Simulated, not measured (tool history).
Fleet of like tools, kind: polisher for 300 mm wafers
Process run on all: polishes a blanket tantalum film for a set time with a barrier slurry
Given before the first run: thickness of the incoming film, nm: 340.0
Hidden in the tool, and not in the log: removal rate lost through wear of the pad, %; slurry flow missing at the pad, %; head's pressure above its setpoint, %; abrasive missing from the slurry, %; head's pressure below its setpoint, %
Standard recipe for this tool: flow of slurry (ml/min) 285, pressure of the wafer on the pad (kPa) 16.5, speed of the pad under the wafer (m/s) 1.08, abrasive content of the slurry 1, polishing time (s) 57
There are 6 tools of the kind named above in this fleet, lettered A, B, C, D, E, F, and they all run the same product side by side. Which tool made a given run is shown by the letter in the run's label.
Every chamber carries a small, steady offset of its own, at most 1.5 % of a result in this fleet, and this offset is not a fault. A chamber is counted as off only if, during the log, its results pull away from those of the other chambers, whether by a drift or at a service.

run	hour	flow of slurry (ml/min)	pressure of the wafer on the pad (kPa)	speed of the pad under the wafer (m/s)	abrasive content of the slurry	polishing time (s)	wafers polished on this pad	hours since the slurry nozzle was cleaned	hours since the head pressure was calibrated	hours since the slurry blender was calibrated	film removed (nm)
# hour 1.4: chamber E: slurry blender recalibrated
1E	5.5	285	16.5	1.08	1	57	743	382	479.4	4.2	139.22
# hour 9.6: chamber E: slurry nozzle cleaned
2A	15.4	285	16.5	1.08	1	57	656	321.4	247	260.6	140.32
# hour 21.2: chamber E: worn pad replaced by a new one
3B	25.2	285	16.5	1.08	1	57	635	155.7	197.7	295.1	140.63
4F	33.8	285	16.5	1.08	1	57	817	612.9	46.2	270	139.1
5C	39.8	285	16.5	1.08	1	57	873	736.4	249.5	221.7	143.7
# hour 46.5: chamber B: worn pad replaced by a new one
6D	46.7	285	16.5	1.08	1	57	786	185.3	175.7	332.8	141.57
# hour 51: chamber A: worn pad replaced by a new one
# hour 56.3: chamber D: worn pad replaced by a new one
# hour 56.6: chamber A: slurry blender recalibrated
7A	57.4	285	16.5	1.08	1	57	95	363.4	289	0.8	139.76
# hour 58.2: chamber C: worn pad replaced by a new one
# hour 58.7: chamber F: worn pad replaced by a new one
8D	66.8	285	16.5	1.08	1	57	155	205.4	195.8	352.9	143.14
# hour 72.1: chamber D: slurry blender recalibrated
# hour 72.4: chamber C: slurry nozzle cleaned
9C	76.4	285	19.3	1.08	1	57	270	4.1	286.1	258.3	163.91
# hour 81.5: chamber C: slurry blender recalibrated
10F	86.5	285	19.3	1.08	1	57	411	665.6	98.9	322.7	164.2
11B	92	285	19.3	1.08	1	57	674	222.5	264.5	361.9	164.75
# hour 98.8: chamber E: worn pad replaced by a new one
12E	101	285	19.3	1.08	1	57	32	91.4	574.9	99.7	165.49
# hour 102.5: chamber C: head pressure recalibrated
# hour 103.5: chamber B: slurry blender recalibrated
# hour 105.3: chamber B: slurry nozzle cleaned
13D	109.9	285	19.3	1.08	1	57	793	248.5	238.9	37.8	165.93
# hour 112: chamber A: worn pad replaced by a new one
14E	119	285	19.3	1.08	1	57	299	109.4	592.9	117.7	163.1
# hour 124.5: chamber B: worn pad replaced by a new one
# hour 126.1: chamber C: worn pad replaced by a new one
# hour 127.7: chamber D: worn pad replaced by a new one
15A	128.9	230	16.5	1.08	1	57	251	434.9	360.5	72.3	137.73
# hour 129.6: chamber F: slurry blender recalibrated
16F	138.4	230	16.5	1.08	1	57	1180	717.5	150.8	8.8	138.96
17C	144.9	230	16.5	1.08	1	57	279	72.6	42.4	63.4	140.34
18B	151.5	230	16.5	1.08	1	57	401	46.2	324	48	139.04
# hour 158: chamber F: slurry nozzle cleaned
# hour 158.6: chamber F: worn pad replaced by a new one
19C	162	230	16.5	1.08	1	57	532	89.7	59.5	80.5	139.98
# hour 165.4: chamber E: worn pad replaced by a new one
20E	171	230	16.5	1.08	1	57	83	161.4	644.9	169.7	138.33
21A	178.7	285	13.8	1.08	1	57	988	484.7	410.3	122.1	117.81
# hour 184: chamber A: worn pad replaced by a new one
22F	187.8	285	13.8	1.08	1	57	433	29.9	200.2	58.2	118.11
# hour 195.6: chamber D: worn pad replaced by a new one
# hour 198: chamber B: worn pad replaced by a new one
23B	198.6	285	13.8	1.08	1	57	9	93.3	371.1	95.1	115.02
# hour 200.8: chamber C: worn pad replaced by a new one
24D	204.2	285	13.8	1.08	1	57	128	342.8	333.2	132.1	118.92
25B	209.2	285	13.8	1.08	1	57	166	103.9	381.7	105.7	117.77
26C	214.5	285	13.8	1.08	1	57	204	142.2	112	133	117.75
27E	219.8	285	16.5	1.08	1	57	806	210.2	693.7	218.5	137.44
# hour 220.3: chamber A: head pressure recalibrated
28A	228.4	335	14.5	1.08	1	57	657	534.4	8.1	171.8	126.14
# hour 228.6: chamber E: worn pad replaced by a new one
# hour 230.1: chamber A: slurry nozzle cleaned
29F	238.7	335	14.5	1.08	1	57	1186	80.8	251.1	109.1	123.83
# hour 243.1: chamber F: worn pad replaced by a new one
30D	247.5	335	14.5	1.08	1	57	769	386.1	376.5	175.4	127.43
# hour 248.9: chamber A: worn pad replaced by a new one
31F	254.4	335	14.5	1.08	1	57	168	96.5	266.8	124.8	123.89
32B	265.6	335	14.5	1.08	1	57	1001	160.3	438.1	162.1	122.63
# hour 268.6: chamber B: worn pad replaced by a new one
# hour 268.8: chamber D: worn pad replaced by a new one
33A	271.3	335	14.5	1.08	1	57	331	41.2	51	214.7	125.41
# hour 272.7: chamber C: worn pad replaced by a new one
34C	280.2	285	16.5	1.08	1	57	112	207.9	177.7	198.7	143.15
35D	290.4	285	16.5	1.08	1	57	320	429	419.4	218.3	140.87
36E	300.4	285	16.5	1.08	1	57	1063	290.8	774.3	299.1	138.46
# hour 303.1: chamber E: worn pad replaced by a new one
# hour 307.9: chamber E: slurry blender recalibrated
# hour 309.4: chamber A: worn pad replaced by a new one
37D	310.3	285	16.5	1.08	1	57	615	448.9	439.3	238.2	144.72
38E	321.7	240	16.5	0.74	1	57	276	312.1	795.6	13.9	94.965
# hour 326: chamber C: slurry blender recalibrated
39A	330.5	240	16.5	0.74	1	57	312	100.4	110.2	273.9	95.093
# hour 331.2: chamber B: slurry nozzle cleaned
40B	336.3	240	16.5	0.74	1	57	1002	5.1	508.8	232.8	94.227
# hour 336.5: chamber F: worn pad replaced by a new one
# hour 341.3: chamber C: worn pad replaced by a new one
41F	341.6	240	16.5	0.74	1	57	76	183.7	354	212	94.085
42C	346.8	240	16.5	0.74	1	57	81	274.5	244.3	20.9	95.272
43F	354.7	240	16.5	0.74	1	57	270	196.8	367.1	225.1	95.677

One chamber off, gauge drift, or nothing amiss beyond the chambers' own small offsets? If it is a chamber, which one, and what is the likeliest cause?

All chambers stay in line apart from their small fixed offsets, and the gauge does not drift.
